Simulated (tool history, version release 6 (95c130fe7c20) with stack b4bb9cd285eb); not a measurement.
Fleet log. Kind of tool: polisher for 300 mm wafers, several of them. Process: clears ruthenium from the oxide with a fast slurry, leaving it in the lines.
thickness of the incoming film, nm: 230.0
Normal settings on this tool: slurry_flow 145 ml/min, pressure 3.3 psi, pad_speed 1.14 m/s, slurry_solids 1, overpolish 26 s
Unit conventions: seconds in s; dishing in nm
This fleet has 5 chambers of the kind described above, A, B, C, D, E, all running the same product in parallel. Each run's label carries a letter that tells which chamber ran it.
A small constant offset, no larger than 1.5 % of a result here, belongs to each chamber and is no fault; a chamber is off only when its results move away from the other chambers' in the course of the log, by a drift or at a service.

run,hour,slurry_flow,pressure,pad_speed,slurry_solids,overpolish,wafers polished on this pad,hours since the slurry nozzle was cleaned,hours since the head pressure was calibrated,hours since the slurry blender was calibrated,seconds,dishing
# hour 3.9: chamber E: worn pad replaced by a new one
# hour 4.8: chamber A: worn pad replaced by a new one
# hour 5.0: chamber D: slurry blender recalibrated
1C,7.0,145,3.3,1.14,1,26,246,8.3,502.0,309.5,41.027,90.814
# hour 13.4: chamber C: slurry blender recalibrated
# hour 14.3: chamber E: slurry nozzle cleaned
2B,20.5,145,3.3,1.14,1,26,484,653.8,699.4,79.8,40.700,88.702
3D,27.9,145,3.3,1.14,1,26,333,543.9,48.7,22.9,40.007,91.312
4A,40.3,145,3.3,1.14,1,26,326,147.2,259.4,242.3,40.725,88.816
5E,50.6,145,3.3,1.14,1,26,429,36.3,371.5,107.1,40.891,93.757
6D,57.8,145,3.3,1.14,1,26,608,573.8,78.6,52.8,41.017,91.080
7A,64.4,145,3.3,1.14,1,26,547,171.3,283.5,266.4,41.434,89.284
# hour 75.2: chamber E: worn pad replaced by a new one
# hour 75.7: chamber D: worn pad replaced by a new one
8B,76.8,145,3.3,1.14,1,26,1001,710.1,755.7,136.1,41.110,92.911
# hour 79.0: chamber B: slurry blender recalibrated
9E,83.1,145,3.3,1.14,1,26,72,68.8,404.0,139.6,40.485,91.586
10C,95.9,145,3.3,1.14,1,26,1063,97.2,590.9,82.6,39.716,90.204
# hour 106.4: chamber A: worn pad replaced by a new one
11E,108.6,145,2.9,0.94,1,26,306,94.3,429.5,165.1,57.966,73.853
# hour 112.3: chamber C: worn pad replaced by a new one
12C,116.9,145,2.9,0.94,1,26,42,118.2,611.9,103.6,55.627,71.990
# hour 123.8: chamber B: worn pad replaced by a new one
13D,129.4,145,2.9,0.94,1,26,493,645.4,150.2,124.4,56.793,71.604
14B,136.8,145,2.9,0.94,1,26,120,770.1,815.7,57.8,57.417,73.642
15A,143.7,145,2.9,0.94,1,26,343,250.6,362.8,345.7,57.015,72.074
# hour 145.1: chamber E: worn pad replaced by a new one
16D,152.3,145,3.3,1.14,1,26,703,668.3,173.1,147.3,40.883,88.336
17E,158.6,145,3.3,1.00,1,26,124,144.3,479.5,215.1,47.422,86.561
# hour 165.0: chamber A: slurry nozzle cleaned
18C,167.0,145,3.3,1.00,1,26,502,168.3,662.0,153.7,46.507,82.940
# hour 174.8: chamber D: worn pad replaced by a new one
19B,179.6,145,3.3,1.00,1,26,513,812.9,858.5,100.6,46.954,82.626
20A,186.4,145,3.3,1.00,1,26,735,21.5,405.5,388.4,45.902,81.710
21E,198.1,145,3.3,1.00,1,26,486,183.8,519.0,254.6,47.570,84.008
22A,206.6,145,3.3,1.14,1,26,920,41.7,425.7,408.6,41.273,90.514
# hour 215.3: chamber A: worn pad replaced by a new one
23C,217.0,145,3.3,1.14,1,26,962,218.3,712.0,203.7,40.717,91.132
# hour 218.8: chamber B: head pressure recalibrated
24B,224.0,145,3.3,1.52,1,26,920,857.3,5.2,145.0,30.747,110.510
# hour 225.7: chamber E: worn pad replaced by a new one
# hour 229.9: chamber B: slurry blender recalibrated
# hour 230.1: chamber B: slurry nozzle cleaned
25D,232.9,145,3.3,1.52,1,26,533,748.9,253.7,227.9,29.822,110.280
26C,246.2,145,3.3,1.52,1,26,1230,247.5,741.2,232.9,30.491,108.220
# hour 248.3: chamber D: slurry nozzle cleaned
# hour 255.0: chamber C: worn pad replaced by a new one
27E,259.2,145,3.3,1.52,1,26,308,244.9,580.1,315.7,31.317,109.180
# hour 259.6: chamber B: worn pad replaced by a new one
# hour 261.0: chamber E: head pressure recalibrated
# hour 262.6: chamber D: worn pad replaced by a new one
28D,269.8,145,3.3,1.52,1,26,66,21.5,290.6,264.8,30.135,107.050
29A,276.4,145,3.3,1.14,1,26,561,111.5,495.5,478.4,40.908,89.933
# hour 283.6: chamber D: slurry blender recalibrated
30B,286.7,145,3.3,1.14,1,26,249,56.7,67.9,56.8,41.917,90.604
31C,296.1,145,3.3,1.14,1,26,377,297.4,791.1,282.8,41.209,87.366
32D,303.1,145,3.3,1.14,1,26,372,54.8,323.9,19.6,40.552,90.289
# hour 306.2: chamber E: worn pad replaced by a new one
33B,309.4,145,3.3,1.14,1,26,458,79.4,90.6,79.5,40.861,92.959
34E,320.8,145,3.3,1.14,1,26,134,306.5,59.9,377.3,41.276,92.308
35A,332.3,145,3.3,1.14,1,26,1074,167.4,551.4,534.3,41.021,88.393
36B,339.4,145,3.3,1.14,1,26,733,109.4,120.6,109.5,40.394,90.718
# hour 345.1: chamber D: worn pad replaced by a new one
# hour 348.3: chamber E: slurry blender recalibrated
37E,352.8,145,3.3,1.14,1,26,428,338.5,91.9,4.6,42.564,91.524
38C,359.7,145,3.3,1.14,1,26,961,361.0,854.7,346.4,41.325,90.789
39D,372.8,145,3.3,1.14,1,26,254,124.5,393.6,89.3,40.327,91.927

Is one chamber out of step, is the gauge drifting, or do the chambers differ by no more than their own small offsets? For an off chamber, give its letter and the likeliest cause.

Beyond each chamber's small constant offset nothing stands out, and the gauge stays steady.
